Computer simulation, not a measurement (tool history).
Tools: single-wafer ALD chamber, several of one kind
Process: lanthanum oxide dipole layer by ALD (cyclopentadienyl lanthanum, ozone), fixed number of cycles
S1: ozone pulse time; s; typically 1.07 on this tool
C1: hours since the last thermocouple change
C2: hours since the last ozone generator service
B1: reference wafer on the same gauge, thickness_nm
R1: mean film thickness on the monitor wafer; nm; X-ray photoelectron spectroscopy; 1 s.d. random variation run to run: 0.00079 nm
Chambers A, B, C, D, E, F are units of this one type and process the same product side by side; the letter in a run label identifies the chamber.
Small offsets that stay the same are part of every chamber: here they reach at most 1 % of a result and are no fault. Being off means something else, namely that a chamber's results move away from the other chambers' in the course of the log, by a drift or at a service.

{"run": "1A", "hour": 14.6, "S1": 1.07, "C1": 810.1, "C2": 203.6, "B1": 0.56579, "R1": 0.50884}
{"run": "2B", "hour": 23.0, "S1": 1.07, "C1": 414.4, "C2": 565.0, "B1": 0.56587, "R1": 0.50784}
{"run": "3C", "hour": 31.1, "S1": 1.07, "C1": 678.4, "C2": 91.0, "B1": 0.56572, "R1": 0.50989}
{"hour": 37.8, "done": "chamber F: thermocouple changed; heater temperature recalibrated"}
{"run": "4D", "hour": 43.5, "S1": 1.07, "C1": 937.8, "C2": 1039.6, "B1": 0.56576, "R1": 0.51191}
{"run": "5E", "hour": 55.4, "S1": 1.07, "C1": 267.8, "C2": 805.0, "B1": 0.5654, "R1": 0.5152}
{"run": "6F", "hour": 69.4, "S1": 1.07, "C1": 31.6, "C2": 632.4, "B1": 0.56526, "R1": 0.51021}
{"run": "7F", "hour": 82.9, "S1": 1.07, "C1": 45.1, "C2": 645.9, "B1": 0.5653, "R1": 0.51005}
{"run": "8A", "hour": 94.5, "S1": 1.07, "C1": 890.0, "C2": 283.5, "B1": 0.56509, "R1": 0.50734}
{"run": "9C", "hour": 106.9, "S1": 1.07, "C1": 754.2, "C2": 166.8, "B1": 0.565, "R1": 0.50898}
{"run": "10D", "hour": 114.2, "S1": 1.07, "C1": 1008.5, "C2": 1110.3, "B1": 0.56498, "R1": 0.51282}
{"run": "11E", "hour": 126.7, "S1": 1.07, "C1": 339.1, "C2": 876.3, "B1": 0.56489, "R1": 0.51358}
{"run": "12B", "hour": 139.6, "S1": 1.07, "C1": 531.0, "C2": 681.6, "B1": 0.56492, "R1": 0.50792}
{"hour": 147.7, "done": "chamber F: ozone generator serviced"}
{"run": "13A", "hour": 152.2, "S1": 1.07, "C1": 947.7, "C2": 341.2, "B1": 0.56488, "R1": 0.5067}
{"hour": 156.6, "done": "chamber E: ozone generator serviced"}
{"run": "14C", "hour": 159.1, "S1": 1.07, "C1": 806.4, "C2": 219.0, "B1": 0.56481, "R1": 0.50915}
{"run": "15B", "hour": 169.4, "S1": 1.07, "C1": 560.8, "C2": 711.4, "B1": 0.56439, "R1": 0.5085}
{"hour": 173.5, "done": "chamber D: thermocouple changed; heater temperature recalibrated"}
{"run": "16F", "hour": 176.2, "S1": 1.07, "C1": 138.4, "C2": 28.5, "B1": 0.56457, "R1": 0.50923}
{"run": "17E", "hour": 182.5, "S1": 1.31, "C1": 394.9, "C2": 25.9, "B1": 0.56432, "R1": 0.54093}
{"run": "18D", "hour": 193.3, "S1": 1.31, "C1": 19.9, "C2": 1189.4, "B1": 0.56444, "R1": 0.53677}
{"run": "19C", "hour": 206.6, "S1": 1.31, "C1": 853.9, "C2": 266.5, "B1": 0.56386, "R1": 0.53423}
{"hour": 211.3, "done": "chamber B: ozone generator serviced"}
{"run": "20E", "hour": 215.4, "S1": 1.31, "C1": 427.8, "C2": 58.8, "B1": 0.56429, "R1": 0.54024}
{"hour": 225.1, "done": "chamber D: ozone generator serviced"}
{"run": "21F", "hour": 227.8, "S1": 1.31, "C1": 190.0, "C2": 80.1, "B1": 0.56409, "R1": 0.53574}
{"run": "22D", "hour": 239.0, "S1": 1.31, "C1": 65.6, "C2": 13.9, "B1": 0.56389, "R1": 0.53815}
{"run": "23A", "hour": 247.3, "S1": 1.07, "C1": 1042.8, "C2": 436.3, "B1": 0.56381, "R1": 0.50669}
{"run": "24B", "hour": 259.6, "S1": 1.07, "C1": 651.0, "C2": 48.3, "B1": 0.56379, "R1": 0.50744}
{"run": "25C", "hour": 267.8, "S1": 1.07, "C1": 915.1, "C2": 327.7, "B1": 0.56341, "R1": 0.50799}
{"run": "26B", "hour": 274.1, "S1": 1.07, "C1": 665.5, "C2": 62.8, "B1": 0.56354, "R1": 0.50703}
{"run": "27E", "hour": 285.3, "S1": 1.07, "C1": 497.7, "C2": 128.7, "B1": 0.56358, "R1": 0.51309}
{"run": "28F", "hour": 292.2, "S1": 1.07, "C1": 254.4, "C2": 144.5, "B1": 0.56327, "R1": 0.50965}
{"run": "29A", "hour": 300.8, "S1": 1.07, "C1": 1096.3, "C2": 489.8, "B1": 0.56334, "R1": 0.50573}
{"run": "30D", "hour": 312.2, "S1": 1.07, "C1": 138.8, "C2": 87.1, "B1": 0.56295, "R1": 0.51145}
{"run": "31F", "hour": 325.9, "S1": 1.07, "C1": 288.1, "C2": 178.2, "B1": 0.56296, "R1": 0.50723}
{"hour": 327.0, "done": "chamber A: thermocouple changed; heater temperature recalibrated"}
{"run": "32B", "hour": 334.1, "S1": 1.07, "C1": 725.5, "C2": 122.8, "B1": 0.5631, "R1": 0.5066}
{"run": "33C", "hour": 343.6, "S1": 1.07, "C1": 990.9, "C2": 403.5, "B1": 0.56296, "R1": 0.50629}
{"run": "34A", "hour": 350.1, "S1": 1.07, "C1": 23.2, "C2": 539.1, "B1": 0.56282, "R1": 0.50503}
{"run": "35D", "hour": 363.7, "S1": 1.07, "C1": 190.3, "C2": 138.6, "B1": 0.56289, "R1": 0.51044}
{"run": "36E", "hour": 373.0, "S1": 1.07, "C1": 585.4, "C2": 216.4, "B1": 0.56258, "R1": 0.512}
{"run": "37F", "hour": 379.4, "S1": 1.07, "C1": 341.6, "C2": 231.7, "B1": 0.56257, "R1": 0.50766}
{"run": "38C", "hour": 392.7, "S1": 1.07, "C1": 1040.0, "C2": 452.6, "B1": 0.56233, "R1": 0.50617}

Each of the 6 chambers runs these same settings next. Fill in every chamber's results:
{"run": "39A", "hour": 403.1, "S1": 1.07, "R1": "?"}
{"run": "39B", "hour": 403.1, "S1": 1.07, "R1": "?"}
{"run": "39C", "hour": 403.1, "S1": 1.07, "R1": "?"}
{"run": "39D", "hour": 403.1, "S1": 1.07, "R1": "?"}
{"run": "39E", "hour": 403.1, "S1": 1.07, "R1": "?"}
{"run": "39F", "hour": 403.1, "S1": 1.07, "R1": "?"}

run=39A R1=0.50513
run=39B R1=0.50509
run=39C R1=0.50710
run=39D R1=0.50939
run=39E R1=0.51159
run=39F R1=0.50739

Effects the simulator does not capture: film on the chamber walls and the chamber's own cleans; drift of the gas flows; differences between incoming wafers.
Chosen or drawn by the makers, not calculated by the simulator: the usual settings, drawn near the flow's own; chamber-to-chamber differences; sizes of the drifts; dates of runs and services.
